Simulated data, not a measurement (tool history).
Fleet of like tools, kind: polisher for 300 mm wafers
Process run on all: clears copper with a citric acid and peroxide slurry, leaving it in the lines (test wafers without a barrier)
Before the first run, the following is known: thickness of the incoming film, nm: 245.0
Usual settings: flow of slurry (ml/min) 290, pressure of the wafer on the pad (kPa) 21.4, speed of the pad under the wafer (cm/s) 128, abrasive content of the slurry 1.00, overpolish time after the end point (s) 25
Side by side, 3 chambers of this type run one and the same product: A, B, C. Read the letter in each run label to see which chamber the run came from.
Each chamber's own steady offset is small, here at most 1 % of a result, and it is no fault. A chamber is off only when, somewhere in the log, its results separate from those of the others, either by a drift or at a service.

| run | hour | flow of slurry (ml/min) | pressure of the wafer on the pad (kPa) | speed of the pad under the wafer (cm/s) | abrasive content of the slurry | overpolish time after the end point (s) | wafers polished on this pad | hours since the slurry nozzle was cleaned | hours since the head pressure was calibrated | hours since the slurry blender was calibrated | time until the end point was called (s) | dishing of a wide line in a test structure (angstrom) |
|---|---|---|---|---|---|---|---|---|---|---|---|---|
| 1B | 5.4 | 290 | 21.4 | 128 | 1.00 | 25 | 257 | 185.5 | 621.5 | 46.7 | 96.140 | 407.52 |
| 2C | 11.5 | 290 | 21.4 | 128 | 1.00 | 25 | 245 | 526.3 | 1211.2 | 204.3 | 93.688 | 408.54 |
|  | 20.4 | chamber C: slurry blender recalibrated |
| 3A | 21.0 | 290 | 21.4 | 128 | 1.00 | 25 | 348 | 99.2 | 274.1 | 118.4 | 96.100 | 405.86 |
| 4C | 26.3 | 290 | 21.4 | 128 | 1.00 | 25 | 375 | 541.1 | 1226.0 | 6.0 | 95.354 | 383.87 |
| 5A | 36.0 | 290 | 21.4 | 128 | 1.00 | 25 | 479 | 114.2 | 289.1 | 133.4 | 96.874 | 387.79 |
|  | 40.7 | chamber B: worn pad replaced by a new one |
| 6B | 42.3 | 290 | 21.4 | 128 | 1.00 | 25 | 14 | 222.4 | 658.4 | 83.6 | 94.577 | 405.88 |
| 7C | 50.6 | 330 | 21.4 | 128 | 1.00 | 18 | 587 | 565.4 | 1250.3 | 30.3 | 95.270 | 325.71 |
| 8A | 57.2 | 330 | 21.4 | 128 | 1.00 | 18 | 664 | 135.4 | 310.3 | 154.6 | 94.854 | 319.29 |
| 9B | 66.0 | 330 | 21.4 | 128 | 1.00 | 18 | 221 | 246.1 | 682.1 | 107.3 | 94.827 | 305.00 |
|  | 70.6 | chamber A: slurry blender recalibrated |
| 10B | 73.0 | 290 | 21.4 | 128 | 1.00 | 25 | 282 | 253.1 | 689.1 | 114.3 | 95.976 | 410.17 |
| 11C | 77.2 | 290 | 21.4 | 128 | 1.00 | 25 | 820 | 592.0 | 1276.9 | 56.9 | 96.712 | 408.56 |
| 12A | 83.7 | 290 | 21.4 | 128 | 1.00 | 25 | 896 | 161.9 | 336.8 | 13.1 | 94.732 | 401.39 |
| 13B | 91.7 | 290 | 21.4 | 128 | 1.00 | 25 | 446 | 271.8 | 707.8 | 133.0 | 97.420 | 404.34 |
| 14C | 97.5 | 290 | 21.4 | 128 | 1.00 | 25 | 997 | 612.3 | 1297.2 | 77.2 | 95.276 | 416.39 |
|  | 100.9 | chamber B: slurry blender recalibrated |
| 15A | 103.2 | 290 | 21.4 | 128 | 1.00 | 25 | 1066 | 181.4 | 356.3 | 32.6 | 94.530 | 410.66 |
|  | 103.6 | chamber B: worn pad replaced by a new one |
|  | 107.3 | chamber C: worn pad replaced by a new one |
| 16B | 112.8 | 290 | 21.4 | 128 | 1.00 | 25 | 81 | 292.9 | 728.9 | 11.9 | 96.251 | 416.99 |
|  | 113.6 | chamber B: head pressure recalibrated |
|  | 118.0 | chamber A: slurry nozzle cleaned |
| 17C | 122.1 | 290 | 21.4 | 128 | 1.00 | 25 | 129 | 636.9 | 1321.8 | 101.8 | 94.358 | 422.64 |
| 18A | 131.1 | 205 | 21.4 | 162 | 1.00 | 25 | 1310 | 13.2 | 384.2 | 60.5 | 78.550 | 484.37 |
| 19B | 138.3 | 205 | 21.4 | 162 | 1.00 | 25 | 303 | 318.4 | 24.8 | 37.4 | 73.373 | 506.38 |
|  | 145.5 | chamber A: worn pad replaced by a new one |
| 20C | 146.1 | 205 | 21.4 | 162 | 1.00 | 25 | 339 | 660.9 | 1345.8 | 125.8 | 79.468 | 478.69 |
| 21A | 151.2 | 290 | 21.4 | 128 | 1.00 | 25 | 50 | 33.3 | 404.3 | 80.6 | 94.207 | 397.04 |
| 22A | 157.8 | 290 | 21.4 | 128 | 1.00 | 25 | 108 | 39.9 | 410.9 | 87.2 | 97.774 | 405.11 |
|  | 161.2 | chamber B: worn pad replaced by a new one |
| 23B | 165.8 | 290 | 21.4 | 128 | 0.85 | 25 | 40 | 345.9 | 52.3 | 64.9 | 92.932 | 436.10 |
| 24C | 171.7 | 290 | 21.4 | 128 | 0.85 | 25 | 563 | 686.5 | 1371.4 | 151.4 | 98.971 | 401.83 |
| 25C | 179.7 | 290 | 21.4 | 128 | 0.85 | 25 | 633 | 694.5 | 1379.4 | 159.4 | 97.530 | 401.77 |
| 26B | 184.0 | 290 | 21.4 | 128 | 1.00 | 25 | 199 | 364.1 | 70.5 | 83.1 | 89.513 | 444.10 |
| 27A | 193.3 | 350 | 21.4 | 128 | 1.00 | 25 | 418 | 75.4 | 446.4 | 122.7 | 92.081 | 395.91 |
| 28C | 198.6 | 350 | 21.4 | 128 | 1.00 | 25 | 798 | 713.4 | 1398.3 | 178.3 | 93.235 | 409.52 |
| 29A | 203.5 | 350 | 21.4 | 128 | 1.00 | 25 | 507 | 85.6 | 456.6 | 132.9 | 93.270 | 406.80 |
|  | 203.7 | chamber C: slurry blender recalibrated |
| 30B | 208.2 | 290 | 21.4 | 128 | 1.00 | 25 | 411 | 388.3 | 94.7 | 107.3 | 88.498 | 438.07 |
| 31A | 212.6 | 290 | 21.4 | 128 | 1.00 | 31 | 587 | 94.7 | 465.7 | 142.0 | 95.577 | 493.59 |
|  | 216.6 | chamber C: head pressure recalibrated |
|  | 221.3 | chamber B: worn pad replaced by a new one |
| 32C | 222.4 | 290 | 21.4 | 128 | 1.00 | 31 | 1006 | 737.2 | 5.8 | 18.8 | 95.143 | 472.72 |
| 33B | 231.7 | 290 | 21.4 | 128 | 1.00 | 31 | 91 | 411.8 | 118.2 | 130.8 | 90.095 | 524.80 |
|  | 234.9 | chamber C: worn pad replaced by a new one |
| 34C | 238.6 | 290 | 21.4 | 128 | 1.00 | 25 | 32 | 753.4 | 22.0 | 35.0 | 94.861 | 405.93 |
|  | 245.9 | chamber A: slurry blender recalibrated |
|  | 247.3 | chamber B: slurry blender recalibrated |
| 35A | 247.3 | 290 | 21.4 | 128 | 1.00 | 25 | 890 | 129.4 | 500.4 | 1.5 | 96.640 | 412.07 |
| 36B | 256.6 | 290 | 21.4 | 128 | 1.00 | 25 | 308 | 436.7 | 143.1 | 9.3 | 89.683 | 424.39 |
| 37B | 264.1 | 290 | 21.4 | 128 | 1.00 | 25 | 374 | 444.2 | 150.6 | 16.8 | 91.502 | 443.20 |

Is one chamber off against the others, does the gauge drift, or is nothing wrong? If a chamber is off, say which, and what the likeliest cause is.

Chamber B has stood off from the others ever since a service on it.
Cause: head's pressure above its setpoint, % = 7.97.

Which of the 4 candidates below, each the usual settings with something changed and its results left as question marks, puts chamber B back in line with what the other chambers give on the usual settings?
Allowed miss from the other chambers' usual-settings mean, per result, to count as in line: time until the end point was called (s) 3.700; dishing of a wide line in a test structure (angstrom) 34.00
| 38B-1 | 271.2 | 290 | 20.7 | 124 | 1.00 | 24 |  |  |  |  | ? | ? |
| 38B-2 | 271.2 | 290 | 20.0 | 120 | 1.00 | 24 |  |  |  |  | ? | ? |
| 38B-3 | 271.2 | 290 | 22.8 | 136 | 1.00 | 26 |  |  |  |  | ? | ? |
| 38B-4 | 271.2 | 290 | 22.1 | 132 | 1.00 | 26 |  |  |  |  | ? | ? |

Mean of the other chambers on the usual settings: time until the end point was called (s) 95.020; dishing of a wide line in a test structure (angstrom) 406.37
| run | time until the end point was called (s) | dishing of a wide line in a test structure (angstrom) |
|---|---|---|
| 38B-1 | 95.224 | 397.52 |
| 38B-2 | 101.680 | 376.79 |
| 38B-3 | 79.148 | 488.89 |
| 38B-4 | 84.024 | 466.92 |
38B-1 is the one that brings the chamber's results back in line with the other chambers.

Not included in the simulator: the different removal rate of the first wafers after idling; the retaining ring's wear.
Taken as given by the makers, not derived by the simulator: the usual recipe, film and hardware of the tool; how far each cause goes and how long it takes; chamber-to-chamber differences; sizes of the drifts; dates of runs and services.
